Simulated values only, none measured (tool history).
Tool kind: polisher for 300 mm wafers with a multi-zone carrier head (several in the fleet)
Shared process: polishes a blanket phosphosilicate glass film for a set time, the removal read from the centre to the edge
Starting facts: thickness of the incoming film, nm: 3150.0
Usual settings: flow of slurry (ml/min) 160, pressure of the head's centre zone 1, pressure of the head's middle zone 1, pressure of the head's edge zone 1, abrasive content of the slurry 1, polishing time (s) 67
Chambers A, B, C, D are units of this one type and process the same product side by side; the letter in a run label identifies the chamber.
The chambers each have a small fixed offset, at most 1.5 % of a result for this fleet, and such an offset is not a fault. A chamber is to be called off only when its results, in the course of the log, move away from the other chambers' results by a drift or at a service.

| run | hour | flow of slurry (ml/min) | pressure of the head's centre zone | pressure of the head's middle zone | pressure of the head's edge zone | abrasive content of the slurry | polishing time (s) | film removed at the wafer's centre (nm) | film removed at mid-radius (nm) | film removed at the wafer's edge (nm) |
|---|---|---|---|---|---|---|---|---|---|---|
| 1B | 10.4 | 160 | 1 | 1 | 1 | 1 | 67 | 289.81 | 287.99 | 295.58 |
| 2D | 16.7 | 160 | 1 | 1 | 1 | 1 | 67 | 291.91 | 285.91 | 289.37 |
| 3A | 27.2 | 160 | 1 | 1 | 1 | 1 | 67 | 285.08 | 293.17 | 281.5 |
| 4C | 33.7 | 160 | 1 | 1 | 1 | 1 | 67 | 292.18 | 290.8 | 290.23 |
|  | 44.1 | chamber A: worn pad replaced by a new one |
| 5A | 45.1 | 160 | 1 | 1 | 1 | 1 | 67 | 286.19 | 289.78 | 284.39 |
| 6C | 53.5 | 160 | 1 | 1 | 1 | 1 | 67 | 292.3 | 289.87 | 290 |
|  | 58.3 | chamber C: worn pad replaced by a new one |
| 7B | 62.8 | 160 | 1 | 1 | 1 | 1 | 67 | 292.84 | 288.78 | 289.69 |
| 8D | 72 | 160 | 1 | 1 | 1 | 1 | 67 | 288.35 | 286.16 | 284.4 |
|  | 72.1 | chamber B: worn pad replaced by a new one |
| 9B | 81.6 | 160 | 1 | 1 | 1 | 1 | 67 | 289.11 | 289.01 | 289.87 |
| 10D | 88.7 | 160 | 0.9 | 1 | 1 | 1 | 84 | 322.52 | 365.07 | 362.79 |
|  | 93.7 | chamber B: centre zone pressure recalibrated |
| 11C | 98.1 | 160 | 0.9 | 1 | 1 | 1 | 84 | 324.61 | 357.77 | 362.87 |
| 12A | 104.4 | 160 | 0.9 | 1 | 1 | 1 | 84 | 322.07 | 362.1 | 353.04 |
| 13D | 110.5 | 160 | 0.9 | 1 | 1 | 1 | 84 | 319.15 | 361.35 | 354.43 |
|  | 117.4 | chamber D: worn pad replaced by a new one |
| 14C | 120.5 | 160 | 1 | 1 | 1 | 1 | 67 | 290.56 | 289.58 | 293.27 |
| 15A | 126.1 | 160 | 1 | 1 | 1 | 1 | 67 | 283.88 | 287.92 | 282.75 |
| 16B | 132.2 | 160 | 1 | 1 | 1 | 1 | 67 | 284.26 | 288.22 | 289.63 |
|  | 137.4 | chamber C: edge zone pressure recalibrated |
| 17D | 140.9 | 160 | 1 | 1 | 1 | 1 | 67 | 283.11 | 286.23 | 285.75 |
| 18C | 147.9 | 160 | 1 | 0.94 | 1.06 | 1 | 67 | 292.86 | 276.03 | 298.67 |
|  | 152.1 | chamber D: centre zone pressure recalibrated |
| 19A | 158.9 | 160 | 1 | 0.94 | 1.06 | 1 | 67 | 283.81 | 273.87 | 293.97 |
| 20B | 164.3 | 160 | 1 | 0.94 | 1.06 | 1 | 67 | 291.38 | 271.55 | 291.71 |
| 21D | 169.8 | 160 | 1 | 0.94 | 1.06 | 1 | 67 | 286.81 | 272.62 | 290.47 |
|  | 176.5 | chamber B: worn pad replaced by a new one |
| 22A | 179.2 | 160 | 1 | 1 | 1 | 1 | 67 | 285.93 | 288.29 | 287.32 |
| 23B | 185.5 | 160 | 1 | 1 | 1 | 1 | 67 | 286.91 | 288.83 | 287.7 |
| 24C | 194.3 | 160 | 1 | 1 | 1 | 1 | 67 | 286.56 | 286.15 | 288.2 |
| 25C | 200.2 | 160 | 1 | 1 | 1 | 1 | 67 | 289.8 | 291.38 | 287.88 |
|  | 201.3 | chamber C: slurry nozzle cleaned |
| 26B | 206.6 | 160 | 1 | 1 | 1 | 1 | 67 | 288.08 | 290.44 | 284.16 |
|  | 208.1 | chamber B: slurry nozzle cleaned |
| 27D | 217.3 | 135 | 1.11 | 1 | 1 | 1 | 67 | 299.94 | 270.86 | 269.91 |
| 28A | 227.1 | 135 | 1.11 | 1 | 1 | 1 | 67 | 314.32 | 280.71 | 282.73 |
|  | 228.4 | chamber C: worn pad replaced by a new one |
| 29C | 238.8 | 135 | 1.11 | 1 | 1 | 1 | 67 | 314.24 | 279.43 | 280.09 |
|  | 245.8 | chamber A: worn pad replaced by a new one |
| 30D | 250 | 135 | 1.11 | 1 | 1 | 1 | 67 | 302.12 | 269.97 | 275.91 |
| 31B | 256.2 | 160 | 1 | 1 | 1 | 1 | 67 | 287.29 | 288.03 | 289.82 |
| 32A | 264.7 | 200 | 1 | 1 | 1 | 1 | 74 | 331.73 | 332.71 | 326.84 |
|  | 270.7 | chamber D: worn pad replaced by a new one |
| 33D | 275 | 200 | 1 | 1 | 1 | 1 | 74 | 322.36 | 319.37 | 320.89 |
| 34A | 282.3 | 200 | 1 | 1 | 1 | 1 | 74 | 328.6 | 329.28 | 325.41 |
|  | 289.8 | chamber B: worn pad replaced by a new one |
| 35C | 291.4 | 200 | 1 | 1 | 1 | 1 | 74 | 337.35 | 330.37 | 326.72 |
| 36B | 303.2 | 160 | 1 | 1 | 1 | 1 | 67 | 288.62 | 288.22 | 289.31 |
| 37C | 313.6 | 160 | 1 | 1 | 1 | 1 | 67 | 292.97 | 291.2 | 287.67 |
| 38B | 321.8 | 160 | 1 | 1 | 1 | 1 | 67 | 288.33 | 289.07 | 285.91 |
| 39D | 331.2 | 160 | 1 | 1 | 1 | 1 | 67 | 273.43 | 274.56 | 278.2 |
| 40A | 336.4 | 160 | 1 | 1.09 | 1 | 1 | 67 | 289.13 | 308.95 | 281.86 |

Read the log: is a single chamber off, either drifting away or since a service, is the gauge that measures every chamber drifting, or is nothing wrong beyond small per-chamber offsets? Name any odd chamber and what most likely caused it.

One chamber, D, drifts off from the rest bit by bit.
Likeliest cause: slurry flow missing at the pad, % = 23.6.

Here are 4 candidates for chamber D's next run, each the usual settings with a change, their results left as question marks. Which one brings its results back in line with what the others give on the usual settings?
To be in line, a result may differ from the other chambers' mean on the usual settings by at most: film removed at the wafer's centre (nm) 7.3; film removed at mid-radius (nm) 7.9; film removed at the wafer's edge (nm) 9.9
| 41D-1 | 345 | 155 | 0.98 | 0.99 | 1.01 | 1 | 62 | ? | ? | ? |
| 41D-2 | 345 | 165 | 1.01 | 1 | 1 | 1 | 70 | ? | ? | ? |
| 41D-3 | 345 | 165 | 1.02 | 1.01 | 0.99 | 1 | 72 | ? | ? | ? |
| 41D-4 | 345 | 155 | 0.99 | 1 | 1 | 1 | 64 | ? | ? | ? |

Usual-settings mean across the other chambers: film removed at the wafer's centre (nm) 289; film removed at mid-radius (nm) 288.35; film removed at the wafer's edge (nm) 288.29
| run | film removed at the wafer's centre (nm) | film removed at mid-radius (nm) | film removed at the wafer's edge (nm) |
|---|---|---|---|
| 41D-1 | 244.02 | 249.2 | 255.01 |
| 41D-2 | 289.72 | 288.15 | 289.31 |
| 41D-3 | 301.3 | 299.12 | 295.96 |
| 41D-4 | 254.77 | 259.65 | 261.82 |
It is 41D-2 that realigns the chamber with its peers.
